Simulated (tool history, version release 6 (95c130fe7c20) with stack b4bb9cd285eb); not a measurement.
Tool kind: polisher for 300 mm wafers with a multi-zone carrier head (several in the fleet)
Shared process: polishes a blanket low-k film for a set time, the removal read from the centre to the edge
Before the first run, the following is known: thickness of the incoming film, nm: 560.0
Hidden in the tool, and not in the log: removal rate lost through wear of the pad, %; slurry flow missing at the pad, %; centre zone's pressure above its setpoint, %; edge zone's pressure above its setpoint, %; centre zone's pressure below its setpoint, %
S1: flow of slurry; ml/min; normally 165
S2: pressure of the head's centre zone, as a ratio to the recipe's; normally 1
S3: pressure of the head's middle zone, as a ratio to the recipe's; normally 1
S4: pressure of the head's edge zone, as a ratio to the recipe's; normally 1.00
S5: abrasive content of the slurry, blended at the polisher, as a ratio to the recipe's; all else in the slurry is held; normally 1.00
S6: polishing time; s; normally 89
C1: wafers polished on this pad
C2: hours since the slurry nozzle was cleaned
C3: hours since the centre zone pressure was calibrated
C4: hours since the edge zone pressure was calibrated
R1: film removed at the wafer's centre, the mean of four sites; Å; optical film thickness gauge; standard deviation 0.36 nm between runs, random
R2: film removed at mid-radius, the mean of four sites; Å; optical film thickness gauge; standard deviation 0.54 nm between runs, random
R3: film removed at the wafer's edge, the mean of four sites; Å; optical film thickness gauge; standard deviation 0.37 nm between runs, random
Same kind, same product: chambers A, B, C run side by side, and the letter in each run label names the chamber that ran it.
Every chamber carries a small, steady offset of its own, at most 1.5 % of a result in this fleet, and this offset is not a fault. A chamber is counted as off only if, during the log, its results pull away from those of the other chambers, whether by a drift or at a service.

run	hour	S1	S2	S3	S4	S5	S6	C1	C2	C3	C4	R1	R2	R3
# hour 1.5: chamber C: worn pad replaced by a new one
1C	4.2	165	1	1	1.00	1.00	89	29	137.6	265.1	399.7	372.19	365.37	357.37
2A	8.7	165	1	1	1.00	1.00	89	948	258.7	446.1	75.4	356.04	368.22	363.26
3B	11.4	165	1	1	1.00	1.00	89	149	249.6	721.0	512.2	363.35	359.65	362.04
4C	15.2	165	1	1	1.00	1.00	89	149	148.6	276.1	410.7	362.95	366.76	359.96
5A	18.5	165	1	1	1.00	1.00	89	1054	268.5	455.9	85.2	363.93	372.50	357.82
6B	20.8	165	1	1	1.00	1.00	89	252	259.0	730.4	521.6	358.51	357.94	366.49
7B	24.1	165	1	1	1.00	1.00	89	288	262.3	733.7	524.9	361.32	361.82	371.97
8A	27.9	165	1	1	1.00	1.00	89	1157	277.9	465.3	94.6	357.77	375.71	369.25
9C	31.8	165	1	1	1.00	1.00	89	330	165.2	292.7	427.3	359.45	363.59	361.28
10B	36.1	165	1	1	1.00	1.00	89	418	274.3	745.7	536.9	358.23	361.53	359.49
11A	39.1	165	1	1	1.00	1.00	89	1279	289.1	476.5	105.8	357.63	362.62	370.86
# hour 39.9: chamber B: worn pad replaced by a new one
12C	41.6	165	1	1	1.00	1.00	89	437	175.0	302.5	437.1	371.02	374.09	362.54
13A	44.0	165	1	1	1.00	1.00	89	1332	294.0	481.4	110.7	352.51	358.40	363.63
# hour 44.9: chamber A: worn pad replaced by a new one
14B	48.3	165	1	1	1.00	1.00	89	91	286.5	757.9	549.1	357.64	363.44	365.84
# hour 50.3: chamber C: worn pad replaced by a new one
15C	53.0	165	1	1	1.00	1.00	89	30	186.4	313.9	448.5	373.73	365.74	367.87
16C	55.2	165	1	1	1.00	1.00	89	54	188.6	316.1	450.7	364.56	373.03	360.86
17B	58.8	165	1	1	1.00	1.00	89	206	297.0	768.4	559.6	363.54	363.08	366.67
18A	61.7	165	1	1	1.00	1.00	89	183	311.7	499.1	128.4	355.12	361.15	361.91
19B	64.3	165	1	1	1.00	1.00	89	266	302.5	773.9	565.1	365.55	358.79	364.03
20C	67.7	210	1	1	1.00	1.00	100	190	201.1	328.6	463.2	437.23	420.43	412.87
21A	71.9	210	1	1	1.00	1.00	100	294	321.9	509.3	138.6	415.81	432.82	421.21
# hour 74.4: chamber C: centre zone pressure recalibrated
22A	76.0	210	1	1	1.00	1.00	100	339	326.0	513.4	142.7	422.89	417.93	424.84
23C	78.8	165	1	1	1.00	1.00	89	311	212.2	4.5	474.3	335.76	361.82	361.41
24B	81.4	165	1	1	1.00	1.00	89	452	319.6	791.0	582.2	359.22	361.86	360.51
# hour 82.8: chamber B: worn pad replaced by a new one
25A	85.2	165	1	1	1.00	1.00	89	439	335.2	522.6	151.9	360.46	368.50	362.00
26C	89.8	165	1	1	1.00	1.00	89	431	223.2	15.5	485.3	336.68	369.26	356.49
27B	92.0	165	1	1	1.00	1.00	89	101	330.2	801.6	592.8	365.82	363.28	357.81
28C	96.3	165	1	1	1.00	1.00	89	502	229.7	22.0	491.8	334.22	361.43	355.50
29B	101.0	165	1	1	1.00	1.00	89	199	339.2	810.6	601.8	368.23	352.09	362.13
30A	103.9	165	1	1	1.00	1.00	89	643	353.9	541.3	170.6	358.22	362.80	363.96
# hour 104.6: chamber C: worn pad replaced by a new one
31B	107.7	165	1	1	1.00	1.00	89	272	345.9	817.3	608.5	363.71	368.95	367.35
32A	111.0	165	1	1	1.00	0.85	89	720	361.0	548.4	177.7	329.54	335.28	332.45
33C	114.6	165	1	1	1.00	0.85	89	110	248.0	40.3	510.1	304.65	342.46	335.17
34C	117.6	165	1	1	1.00	0.85	89	142	251.0	43.3	513.1	316.04	342.97	332.44
35A	121.5	165	1	1	1.00	1.00	89	835	371.5	558.9	188.2	351.11	351.46	367.95
# hour 125.0: chamber B: worn pad replaced by a new one
36B	125.6	165	1	1	0.95	1.20	89	6	363.8	835.2	626.4	395.29	392.83	388.74
37C	128.0	165	1	1	0.95	1.20	89	256	261.4	53.7	523.5	357.78	390.31	370.10

Next, every chamber runs the same settings. What will each give?
38A	131.4	165	1	1	1.00	1.00	89					?	?	?
38B	131.4	165	1	1	1.00	1.00	89					?	?	?
38C	131.4	165	1	1	1.00	1.00	89					?	?	?

run	R1	R2	R3
38A	357.66	362.03	368.14
38B	359.82	368.21	358.10
38C	337.25	364.65	361.50

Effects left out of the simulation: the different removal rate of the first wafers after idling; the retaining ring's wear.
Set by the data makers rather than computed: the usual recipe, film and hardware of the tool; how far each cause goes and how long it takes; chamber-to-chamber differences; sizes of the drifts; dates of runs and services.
